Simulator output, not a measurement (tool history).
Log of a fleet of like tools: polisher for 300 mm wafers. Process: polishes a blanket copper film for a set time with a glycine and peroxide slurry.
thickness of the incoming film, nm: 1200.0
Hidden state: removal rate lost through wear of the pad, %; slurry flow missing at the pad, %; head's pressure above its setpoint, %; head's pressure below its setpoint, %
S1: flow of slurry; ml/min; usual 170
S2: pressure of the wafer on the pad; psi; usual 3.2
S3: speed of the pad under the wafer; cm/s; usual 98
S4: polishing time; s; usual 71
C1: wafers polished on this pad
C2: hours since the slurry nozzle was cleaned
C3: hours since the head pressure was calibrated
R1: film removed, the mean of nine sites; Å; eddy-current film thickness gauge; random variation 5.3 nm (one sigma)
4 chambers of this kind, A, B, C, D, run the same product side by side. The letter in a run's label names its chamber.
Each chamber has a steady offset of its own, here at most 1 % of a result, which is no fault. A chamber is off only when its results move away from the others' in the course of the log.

run,hour,S1,S2,S3,S4,C1,C2,C3,R1
1B,7.8,170,3.2,98,71,527,361.2,646.3,3912.2
2C,14.4,170,3.2,98,71,521,422.8,63.1,3926.6
3A,22.4,170,3.2,98,71,672,454.1,603.3,3901.0
4D,26.4,170,3.2,98,71,265,395.2,195.6,3825.1
5A,30.6,170,3.2,98,71,746,462.3,611.5,3913.7
# hour 34.2: chamber B: worn pad replaced by a new one
6B,37.4,170,3.2,98,71,29,390.8,675.9,3943.9
# hour 39.7: chamber A: worn pad replaced by a new one
7D,42.9,145,3.2,98,51,415,411.7,212.1,2807.3
8C,48.3,145,3.2,98,51,829,456.7,97.0,2779.0
9B,55.0,145,3.2,98,51,188,408.4,693.5,2802.8
10A,60.5,145,3.2,98,51,189,492.2,641.4,2801.9
11C,66.7,150,4.2,98,71,996,475.1,115.4,4863.5
12D,74.0,150,4.2,98,71,697,442.8,243.2,4892.4
13C,79.5,150,4.2,98,71,1112,487.9,128.2,4889.9
# hour 79.8: chamber C: worn pad replaced by a new one
14A,84.3,150,4.2,98,71,405,516.0,665.2,5000.8
15B,90.8,170,3.2,98,71,513,444.2,729.3,3938.9
# hour 92.1: chamber D: worn pad replaced by a new one
16D,96.7,170,3.2,98,71,42,465.5,265.9,3908.3
# hour 98.9: chamber C: slurry nozzle cleaned
17A,101.5,170,3.2,98,71,561,533.2,682.4,3941.1
18C,109.2,170,3.2,98,71,267,10.4,157.9,3975.9
19B,114.0,170,3.2,98,71,724,467.4,752.5,4044.6
20D,118.5,170,3.2,98,71,240,487.3,287.7,3980.6
# hour 120.8: chamber B: worn pad replaced by a new one
# hour 123.2: chamber A: worn pad replaced by a new one
21B,124.7,170,3.2,98,71,35,478.1,763.2,3930.3
22D,130.2,170,3.2,98,71,346,499.0,299.4,4013.9
23C,137.8,170,3.2,98,71,526,39.0,186.5,3837.3
24A,141.6,170,3.2,98,71,167,573.3,722.5,3972.5
25C,149.8,170,3.2,98,71,635,51.0,198.5,3972.6
26A,154.5,170,3.2,98,71,284,586.2,735.4,3970.7

Next, every chamber runs the same settings. What will each give?
27A,160.6,170,3.2,98,80,,,,?
27B,160.6,170,3.2,98,80,,,,?
27C,160.6,170,3.2,98,80,,,,?
27D,160.6,170,3.2,98,80,,,,?

run,R1
27A,4492.4
27B,4501.6
27C,4534.6
27D,4447.1

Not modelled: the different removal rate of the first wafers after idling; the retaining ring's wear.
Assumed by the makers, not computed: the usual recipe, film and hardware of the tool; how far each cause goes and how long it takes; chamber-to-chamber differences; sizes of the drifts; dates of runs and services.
